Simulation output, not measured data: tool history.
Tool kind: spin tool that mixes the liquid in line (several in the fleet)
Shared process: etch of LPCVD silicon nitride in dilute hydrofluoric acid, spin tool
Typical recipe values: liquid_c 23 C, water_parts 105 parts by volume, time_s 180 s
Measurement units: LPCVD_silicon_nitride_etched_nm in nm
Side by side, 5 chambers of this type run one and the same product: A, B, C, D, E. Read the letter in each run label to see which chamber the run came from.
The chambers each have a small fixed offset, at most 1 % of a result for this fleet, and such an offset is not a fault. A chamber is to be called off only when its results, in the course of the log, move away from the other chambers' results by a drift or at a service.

run   hour  liquid_c  water_parts  time_s  read-back film thickness of the LPCVD silicon nitride reference wafer, read on the same gauge (nm)  LPCVD_silicon_nitride_etched_nm
 1D    6.9        23          105     180                                                                                              110.02                          0.74483
 2A   12.4        23          105     180                                                                                              110.01                          0.81522
 3B   22.1        23          105     180                                                                                              109.99                          0.75846
 4E   29.0        23          105     180                                                                                              110.01                          0.72988
 5C   36.6        23          105     245                                                                                              109.99                          1.04040
 6D   41.0        23          105     245                                                                                              110.00                          1.01570
 7B   50.4        23          105     245                                                                                              110.01                          1.01610
 8A   55.1        23          105     245                                                                                              109.98                          1.00140
 9C   62.1        23          105     245                                                                                              109.99                          1.05280
10E   71.9        23          105     180                                                                                              109.99                          0.69689
11D   76.4        23          105     180                                                                                              110.00                          0.74308
12A   86.6        23          105     180                                                                                              110.00                          0.80841
13E   93.1        23          105     180                                                                                              110.00                          0.74521
14C   99.6        23          105     180                                                                                              110.02                          0.75696
15B  107.8        23          105     180                                                                                              110.01                          0.74430
16E  115.3        23          105     180                                                                                              110.00                          0.78128
     119.4  -- chamber E: hydrofluoric acid flow meter replaced
17D  120.6        23          105     180                                                                                              109.99                          0.74143
18B  130.3        23          105     180                                                                                              110.00                          0.67963
19A  139.4        23          140     180                                                                                              110.01                          0.53916
20C  148.4        23          140     180                                                                                              110.01                          0.58568
21A  154.5        23          140     180                                                                                              110.00                          0.59764
22E  163.2        23          140     180                                                                                              109.99                          0.57207
23C  169.9        23          140     180                                                                                              110.02                          0.51286
24D  175.1        23          105     180                                                                                              110.01                          0.73951
25B  180.6        23          105     180                                                                                              109.98                          0.71918
26A  185.9        27          105     180                                                                                              110.00                          0.91492
27D  192.1        27          105     180                                                                                              110.00                          0.95745
28E  199.2        27          105     180                                                                                              110.00                          0.95049
29B  204.8        27          105     180                                                                                              110.04                          0.92476
30C  210.7        27          105     180                                                                                              109.99                          0.97318
31B  215.4        23          105     180                                                                                              110.00                          0.71560
32E  220.3        23          105     180                                                                                              110.02                          0.72252
33D  228.6        23          105     180                                                                                              110.02                          0.77990

Which is it: a chamber that has drifted or been left off by a service, a gauge drift common to all chambers, or only each chamber's usual small offset? If a chamber is off, name it and its likeliest cause.

No chamber stands off beyond its own small offset, and the gauge holds steady.
